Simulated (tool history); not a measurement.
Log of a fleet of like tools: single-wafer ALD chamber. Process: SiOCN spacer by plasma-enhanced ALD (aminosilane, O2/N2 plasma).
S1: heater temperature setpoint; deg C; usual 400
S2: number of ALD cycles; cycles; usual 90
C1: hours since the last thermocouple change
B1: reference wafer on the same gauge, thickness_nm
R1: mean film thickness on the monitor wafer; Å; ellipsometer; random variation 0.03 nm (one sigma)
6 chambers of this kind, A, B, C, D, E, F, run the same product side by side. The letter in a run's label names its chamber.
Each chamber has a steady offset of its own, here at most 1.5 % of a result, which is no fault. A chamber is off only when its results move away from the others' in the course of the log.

run 1C day=0.521 | S1=400 S2=90 | C1=1856.3 | B1=4.9537 | R1=54.57
run 2D day=1.054 | S1=400 S2=90 | C1=1468.1 | B1=4.9537 | R1=54.366
run 3B day=1.454 | S1=400 S2=90 | C1=207 | B1=4.9462 | R1=54.089
run 4E day=1.925 | S1=400 S2=90 | C1=323.8 | B1=4.9507 | R1=54.343
run 5F day=2.325 | S1=400 S2=90 | C1=2133.9 | B1=4.9507 | R1=54.473
run 6A day=2.892 | S1=400 S2=90 | C1=1219.1 | B1=4.9523 | R1=54.316
run 7D day=3.404 | S1=400 S2=90 | C1=1524.5 | B1=4.9524 | R1=53.991
run 8B day=3.825 | S1=400 S2=90 | C1=263.9 | B1=4.9578 | R1=54.651
run 9F day=4.188 | S1=400 S2=90 | C1=2178.6 | B1=4.9522 | R1=54.538
-- day=4.288 chamber C: thermocouple changed; heater temperature recalibrated
run 10E day=4.512 | S1=400 S2=90 | C1=385.9 | B1=4.9567 | R1=54.47
run 11A day=4.767 | S1=389 S2=90 | C1=1264.1 | B1=4.9522 | R1=54.452
run 12C day=5.171 | S1=389 S2=90 | C1=21.2 | B1=4.9508 | R1=55.082
run 13A day=5.496 | S1=389 S2=90 | C1=1281.6 | B1=4.9511 | R1=54.722
run 14C day=5.812 | S1=389 S2=90 | C1=36.6 | B1=4.9538 | R1=55.112
-- day=6.096 chamber D: thermocouple changed; heater temperature recalibrated
run 15F day=6.179 | S1=389 S2=90 | C1=2226.4 | B1=4.9517 | R1=54.843
run 16D day=6.558 | S1=389 S2=90 | C1=11.2 | B1=4.9534 | R1=54.131
run 17B day=6.962 | S1=400 S2=103 | C1=339.2 | B1=4.9469 | R1=62.331
run 18E day=7.379 | S1=400 S2=103 | C1=454.7 | B1=4.9494 | R1=62.164
run 19B day=7.792 | S1=400 S2=103 | C1=359.1 | B1=4.9484 | R1=61.836
run 20C day=8.325 | S1=400 S2=103 | C1=96.9 | B1=4.9551 | R1=63.066
-- day=8.529 chamber F: thermocouple changed; heater temperature recalibrated
run 21A day=8.729 | S1=400 S2=103 | C1=1359.2 | B1=4.9498 | R1=62.337
run 22D day=9.292 | S1=400 S2=103 | C1=76.8 | B1=4.9475 | R1=61.685
run 23F day=9.875 | S1=400 S2=90 | C1=32.3 | B1=4.9528 | R1=54.729
run 24E day=10.362 | S1=400 S2=90 | C1=526.3 | B1=4.9586 | R1=53.286
run 25A day=10.925 | S1=400 S2=90 | C1=1411.9 | B1=4.9575 | R1=54.611
run 26F day=11.233 | S1=400 S2=90 | C1=64.9 | B1=4.9513 | R1=54.642
run 27E day=11.571 | S1=400 S2=90 | C1=555.3 | B1=4.9547 | R1=53.933
run 28B day=12.125 | S1=400 S2=90 | C1=463.1 | B1=4.9504 | R1=54.424
run 29C day=12.438 | S1=400 S2=90 | C1=195.6 | B1=4.9443 | R1=55.238
run 30D day=12.929 | S1=390 S2=90 | C1=164.1 | B1=4.9451 | R1=53.998
run 31F day=13.462 | S1=390 S2=90 | C1=118.4 | B1=4.9454 | R1=54.924
run 32C day=13.983 | S1=390 S2=90 | C1=232.7 | B1=4.9456 | R1=54.477
run 33B day=14.471 | S1=390 S2=90 | C1=519.4 | B1=4.9513 | R1=54.293
run 34E day=14.838 | S1=390 S2=90 | C1=633.7 | B1=4.9457 | R1=54.007
run 35D day=15.371 | S1=390 S2=90 | C1=222.7 | B1=4.9506 | R1=53.832
run 36A day=15.688 | S1=400 S2=90 | C1=1526.2 | B1=4.949 | R1=54.532

What goes on in this fleet: one chamber off, a drifting gauge, or nothing beyond the chambers' own small offsets? Name the chamber and the cause, if any.

No chamber stands off beyond its own small offset, and the gauge holds steady.

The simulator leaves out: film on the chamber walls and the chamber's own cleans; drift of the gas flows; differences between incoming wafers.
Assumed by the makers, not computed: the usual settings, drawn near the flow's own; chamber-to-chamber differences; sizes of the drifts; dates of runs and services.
